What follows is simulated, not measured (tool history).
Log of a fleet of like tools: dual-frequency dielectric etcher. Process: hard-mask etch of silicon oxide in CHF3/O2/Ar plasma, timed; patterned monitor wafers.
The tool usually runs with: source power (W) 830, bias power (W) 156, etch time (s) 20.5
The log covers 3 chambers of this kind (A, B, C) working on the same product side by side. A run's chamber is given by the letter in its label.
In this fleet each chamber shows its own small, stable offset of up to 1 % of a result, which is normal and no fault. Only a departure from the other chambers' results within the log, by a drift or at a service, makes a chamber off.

run,hour,source power (W),bias power (W),etch time (s),"read-back reference wafer on the same gauge, depth_nm",mean etch depth across the wafer (angstrom)
1B,6.9,830,156,20.5,43.198,438.17
2A,18.8,830,156,20.5,43.186,442.54
# hour 27.2: chamber A: wet clean of the chamber
3C,28.9,830,156,20.5,43.158,437.15
4C,37.9,830,156,20.5,43.147,436.35
5A,46,830,156,20.5,43.141,440.76
6B,51.8,830,156,20.5,43.124,438.11
7B,61.7,830,156,20.5,43.117,437.26
8A,67.5,830,156,20.5,43.114,440.4
9C,75.4,830,156,20.5,43.096,435.55
10C,85.4,830,156,20.5,43.091,435.22
11A,95.2,830,156,20.5,43.061,440.56
12B,105,900,156,20.5,43.079,449.68
13C,114.8,900,156,20.5,43.032,448.91
14B,125.3,900,156,20.5,43.029,450.36
15A,133.6,830,156,20.5,43.036,438.69
16C,140,830,156,20.5,43.03,435.89
17B,146.6,660,156,20.5,42.989,399.2
18A,154.9,660,156,20.5,43.011,402.38
19C,166.5,660,156,20.5,42.973,398.24
# hour 173.1: chamber A: bias power generator calibrated
20B,176.9,830,126,16,42.962,318.47
21A,186.7,830,126,16,42.946,321.16

For the next run the whole fleet of 3 chambers uses the same settings. Give each chamber's results:
22A,195.2,830,156,20.5,,?
22B,195.2,830,156,20.5,,?
22C,195.2,830,156,20.5,,?

run,mean etch depth across the wafer (angstrom)
22A,439.89
22B,436.13
22C,434.61
